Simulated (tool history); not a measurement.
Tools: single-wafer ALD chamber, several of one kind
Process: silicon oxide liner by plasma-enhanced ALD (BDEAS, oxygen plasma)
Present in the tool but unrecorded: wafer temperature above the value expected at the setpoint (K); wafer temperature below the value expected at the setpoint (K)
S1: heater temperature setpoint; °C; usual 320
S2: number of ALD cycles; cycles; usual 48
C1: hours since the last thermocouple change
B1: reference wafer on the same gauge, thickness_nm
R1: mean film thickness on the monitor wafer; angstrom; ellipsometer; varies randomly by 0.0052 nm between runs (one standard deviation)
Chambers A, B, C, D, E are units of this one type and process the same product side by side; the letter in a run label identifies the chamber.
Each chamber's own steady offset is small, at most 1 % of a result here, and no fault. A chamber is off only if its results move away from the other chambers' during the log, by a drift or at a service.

Run 1E, hour 5.7: usual settings; C1 591.5; B1 3.9288. Result: R1 43.584 angstrom.
Run 2D, hour 10.3: usual settings; C1 842.1; B1 3.9316. Result: R1 43.637 angstrom.
Run 3C, hour 16.8: usual settings; C1 1516.0; B1 3.9315. Result: R1 43.575 angstrom.
At hour 18.3: chamber C: thermocouple changed; heater temperature recalibrated.
Run 4A, hour 22.6: usual settings; C1 1485.1; B1 3.9322. Result: R1 43.465 angstrom.
Run 5B, hour 28.4: usual settings; C1 214.9; B1 3.9321. Result: R1 43.432 angstrom.
Run 6C, hour 36.6: usual settings but S1 330 °C; C1 18.3; B1 3.9334. Result: R1 42.868 angstrom.
Run 7A, hour 40.9: usual settings but S1 330 °C; C1 1503.4; B1 3.9328. Result: R1 42.686 angstrom.
Run 8E, hour 44.6: usual settings but S1 330 °C; C1 630.4; B1 3.9344. Result: R1 42.906 angstrom.
Run 9D, hour 48.8: usual settings but S1 330 °C; C1 880.6; B1 3.9350. Result: R1 43.044 angstrom.
Run 10B, hour 55.7: usual settings but S1 330 °C; C1 242.2; B1 3.9346. Result: R1 42.784 angstrom.
Run 11D, hour 61.7: usual settings but S2 45 cycles; C1 893.5; B1 3.9354. Result: R1 40.995 angstrom.
Run 12E, hour 66.4: usual settings but S2 45 cycles; C1 652.2; B1 3.9355. Result: R1 40.993 angstrom.
Run 13A, hour 70.8: usual settings but S2 45 cycles; C1 1533.3; B1 3.9354. Result: R1 40.714 angstrom.
Run 14B, hour 74.7: usual settings but S2 45 cycles; C1 261.2; B1 3.9356. Result: R1 40.739 angstrom.
Run 15C, hour 78.2: usual settings but S2 45 cycles; C1 59.9; B1 3.9372. Result: R1 40.943 angstrom.
Run 16D, hour 85.1: usual settings; C1 916.9; B1 3.9369. Result: R1 43.819 angstrom.
Run 17B, hour 90.1: usual settings; C1 276.6; B1 3.9382. Result: R1 43.514 angstrom.
Run 18C, hour 95.8: usual settings; C1 77.5; B1 3.9368. Result: R1 43.624 angstrom.
Run 19E, hour 99.4: usual settings; C1 685.2; B1 3.9396. Result: R1 43.645 angstrom.
Run 20A, hour 105.2: usual settings; C1 1567.7; B1 3.9376. Result: R1 43.507 angstrom.
Run 21C, hour 113.2: usual settings; C1 94.9; B1 3.9389. Result: R1 43.658 angstrom.
Run 22D, hour 117.2: usual settings; C1 949.0; B1 3.9398. Result: R1 43.798 angstrom.
Run 23A, hour 124.4: usual settings; C1 1586.9; B1 3.9388. Result: R1 43.621 angstrom.
Run 24E, hour 129.5: usual settings; C1 715.3; B1 3.9410. Result: R1 43.668 angstrom.
Run 25B, hour 134.7: usual settings; C1 321.2; B1 3.9402. Result: R1 43.573 angstrom.
Run 26E, hour 140.4: usual settings; C1 726.2; B1 3.9409. Result: R1 43.613 angstrom.
Run 27A, hour 145.3: usual settings; C1 1607.8; B1 3.9429. Result: R1 43.608 angstrom.
Run 28B, hour 149.2: usual settings; C1 335.7; B1 3.9426. Result: R1 43.492 angstrom.
Run 29C, hour 155.0: usual settings; C1 136.7; B1 3.9439. Result: R1 43.630 angstrom.
Run 30D, hour 162.4: usual settings but S1 333 °C; C1 994.2; B1 3.9441. Result: R1 42.940 angstrom.
Run 31A, hour 170.6: usual settings but S1 333 °C; C1 1633.1; B1 3.9447. Result: R1 42.773 angstrom.
Run 32D, hour 175.4: usual settings but S1 333 °C; C1 1007.2; B1 3.9445. Result: R1 42.971 angstrom.
Run 33E, hour 180.0: usual settings but S1 333 °C; C1 765.8; B1 3.9452. Result: R1 42.886 angstrom.
Run 34B, hour 187.1: usual settings but S1 333 °C; C1 373.6; B1 3.9452. Result: R1 42.734 angstrom.
Run 35C, hour 193.3: usual settings; C1 175.0; B1 3.9462. Result: R1 43.749 angstrom.
Run 36E, hour 198.2: usual settings; C1 784.0; B1 3.9474. Result: R1 43.737 angstrom.
Run 37C, hour 202.7: usual settings; C1 184.4; B1 3.9476. Result: R1 43.785 angstrom.
Run 38D, hour 208.3: usual settings; C1 1040.1; B1 3.9470. Result: R1 43.863 angstrom.
Run 39A, hour 212.0: usual settings; C1 1674.5; B1 3.9471. Result: R1 43.626 angstrom.
Run 40B, hour 216.4: usual settings; C1 402.9; B1 3.9475. Result: R1 43.676 angstrom.
Run 41B, hour 223.2: usual settings; C1 409.7; B1 3.9491. Result: R1 43.655 angstrom.
Run 42C, hour 227.0: usual settings; C1 208.7; B1 3.9492. Result: R1 43.720 angstrom.

The same settings go to every chamber for the next run, one line per chamber below. Forecast the results for each:
Run 43A, hour 232.9: usual settings but S2 43 cycles. Result: R1 ?.
Run 43B, hour 232.9: usual settings but S2 43 cycles. Result: R1 ?.
Run 43C, hour 232.9: usual settings but S2 43 cycles. Result: R1 ?.
Run 43D, hour 232.9: usual settings but S2 43 cycles. Result: R1 ?.
Run 43E, hour 232.9: usual settings but S2 43 cycles. Result: R1 ?.

run      R1
43A  39.071
43B  39.127
43C  39.195
43D  39.285
43E  39.134

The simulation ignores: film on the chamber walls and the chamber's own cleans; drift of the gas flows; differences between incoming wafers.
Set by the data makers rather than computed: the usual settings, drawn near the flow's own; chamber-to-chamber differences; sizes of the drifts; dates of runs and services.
